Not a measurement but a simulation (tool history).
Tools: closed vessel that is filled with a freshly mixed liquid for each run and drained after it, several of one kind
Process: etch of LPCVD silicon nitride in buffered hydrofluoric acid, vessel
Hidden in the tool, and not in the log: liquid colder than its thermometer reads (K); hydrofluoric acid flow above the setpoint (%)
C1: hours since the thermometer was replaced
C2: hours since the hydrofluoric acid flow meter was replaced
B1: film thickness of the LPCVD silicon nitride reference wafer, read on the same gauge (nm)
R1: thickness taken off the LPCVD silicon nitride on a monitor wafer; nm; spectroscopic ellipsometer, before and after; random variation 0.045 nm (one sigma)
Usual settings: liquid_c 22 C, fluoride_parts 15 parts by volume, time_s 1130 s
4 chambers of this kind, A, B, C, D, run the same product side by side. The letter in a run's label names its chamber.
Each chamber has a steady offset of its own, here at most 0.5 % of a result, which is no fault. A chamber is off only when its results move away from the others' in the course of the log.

{"run": "1A", "day": 0.471, "liquid_c": 22, "fluoride_parts": 15, "time_s": 1130, "C1": 1873.6, "C2": 2052, "B1": 110, "R1": 9.1534}
{"run": "2C", "day": 0.875, "liquid_c": 22, "fluoride_parts": 15, "time_s": 1130, "C1": 880.1, "C2": 959.3, "B1": 110, "R1": 9.083}
{"run": "3B", "day": 1.388, "liquid_c": 22, "fluoride_parts": 15, "time_s": 1130, "C1": 710.1, "C2": 566.4, "B1": 109.99, "R1": 9.2122}
{"run": "4D", "day": 1.8, "liquid_c": 22, "fluoride_parts": 15, "time_s": 1130, "C1": 941.7, "C2": 204.3, "B1": 110.01, "R1": 9.1704}
{"run": "5B", "day": 2.062, "liquid_c": 22, "fluoride_parts": 15, "time_s": 1130, "C1": 726.3, "C2": 582.6, "B1": 110.01, "R1": 9.1182}
{"run": "6A", "day": 2.45, "liquid_c": 22, "fluoride_parts": 15, "time_s": 1130, "C1": 1921.1, "C2": 2099.5, "B1": 110, "R1": 9.1914}
{"run": "7D", "day": 2.862, "liquid_c": 22, "fluoride_parts": 15, "time_s": 1130, "C1": 967.2, "C2": 229.8, "B1": 110.01, "R1": 9.0228}
{"run": "8C", "day": 3.271, "liquid_c": 22, "fluoride_parts": 15, "time_s": 1130, "C1": 937.6, "C2": 1016.8, "B1": 110.01, "R1": 9.1282}
{"run": "9C", "day": 3.704, "liquid_c": 22, "fluoride_parts": 15, "time_s": 1130, "C1": 948, "C2": 1027.2, "B1": 110.01, "R1": 9.0739}
{"run": "10A", "day": 4.133, "liquid_c": 22, "fluoride_parts": 15, "time_s": 1130, "C1": 1961.5, "C2": 2139.9, "B1": 110.03, "R1": 9.1134}
{"run": "11B", "day": 4.462, "liquid_c": 24.5, "fluoride_parts": 15, "time_s": 1130, "C1": 783.9, "C2": 640.2, "B1": 110.01, "R1": 10.595}
{"run": "12D", "day": 4.712, "liquid_c": 24.5, "fluoride_parts": 15, "time_s": 1130, "C1": 1011.6, "C2": 274.2, "B1": 109.98, "R1": 10.399}
{"run": "13A", "day": 5.112, "liquid_c": 24.5, "fluoride_parts": 15, "time_s": 1130, "C1": 1985, "C2": 2163.4, "B1": 110.03, "R1": 10.422}
{"run": "14B", "day": 5.35, "liquid_c": 24.5, "fluoride_parts": 15, "time_s": 1130, "C1": 805.2, "C2": 661.5, "B1": 110, "R1": 10.573}
{"run": "15D", "day": 5.75, "liquid_c": 24, "fluoride_parts": 15, "time_s": 1130, "C1": 1036.5, "C2": 299.1, "B1": 109.98, "R1": 10.148}
{"run": "16C", "day": 6.046, "liquid_c": 24, "fluoride_parts": 15, "time_s": 1130, "C1": 1004.2, "C2": 1083.4, "B1": 109.99, "R1": 10.181}
{"run": "17D", "day": 6.346, "liquid_c": 24, "fluoride_parts": 15, "time_s": 1130, "C1": 1050.8, "C2": 313.4, "B1": 110.02, "R1": 10.105}
{"run": "18B", "day": 6.721, "liquid_c": 24, "fluoride_parts": 15, "time_s": 1130, "C1": 838.1, "C2": 694.4, "B1": 109.99, "R1": 10.126}
{"run": "19A", "day": 7.108, "liquid_c": 22, "fluoride_parts": 15, "time_s": 1130, "C1": 2032.9, "C2": 2211.3, "B1": 110.01, "R1": 9.2002}
{"day": 7.254, "done": "chamber A: hydrofluoric acid flow meter replaced"}
{"run": "20C", "day": 7.604, "liquid_c": 22, "fluoride_parts": 15, "time_s": 1130, "C1": 1041.6, "C2": 1120.8, "B1": 110, "R1": 9.1221}
{"run": "21A", "day": 8.117, "liquid_c": 22, "fluoride_parts": 15, "time_s": 1130, "C1": 2057.1, "C2": 20.7, "B1": 110, "R1": 9.1045}
{"run": "22D", "day": 8.362, "liquid_c": 22, "fluoride_parts": 15, "time_s": 1130, "C1": 1099.2, "C2": 361.8, "B1": 109.99, "R1": 9.154}
{"run": "23B", "day": 8.721, "liquid_c": 22, "fluoride_parts": 15, "time_s": 1130, "C1": 886.1, "C2": 742.4, "B1": 110.01, "R1": 9.1061}
{"run": "24C", "day": 9.129, "liquid_c": 19.5, "fluoride_parts": 18, "time_s": 1130, "C1": 1078.2, "C2": 1157.4, "B1": 110.01, "R1": 6.6686}
{"run": "25C", "day": 9.492, "liquid_c": 19.5, "fluoride_parts": 18, "time_s": 1130, "C1": 1086.9, "C2": 1166.1, "B1": 110, "R1": 6.5941}
{"run": "26D", "day": 9.788, "liquid_c": 19.5, "fluoride_parts": 18, "time_s": 1130, "C1": 1133.4, "C2": 396, "B1": 110.02, "R1": 6.6634}
{"run": "27B", "day": 10.208, "liquid_c": 19.5, "fluoride_parts": 18, "time_s": 1130, "C1": 921.8, "C2": 778.1, "B1": 110, "R1": 6.6684}
{"run": "28A", "day": 10.533, "liquid_c": 22, "fluoride_parts": 15, "time_s": 1130, "C1": 2115.1, "C2": 78.7, "B1": 110, "R1": 9.1262}

What goes on in this fleet: one chamber off, a drifting gauge, or nothing beyond the chambers' own small offsets? Name the chamber and the cause, if any.

No chamber stands off beyond its own small offset, and the gauge holds steady.
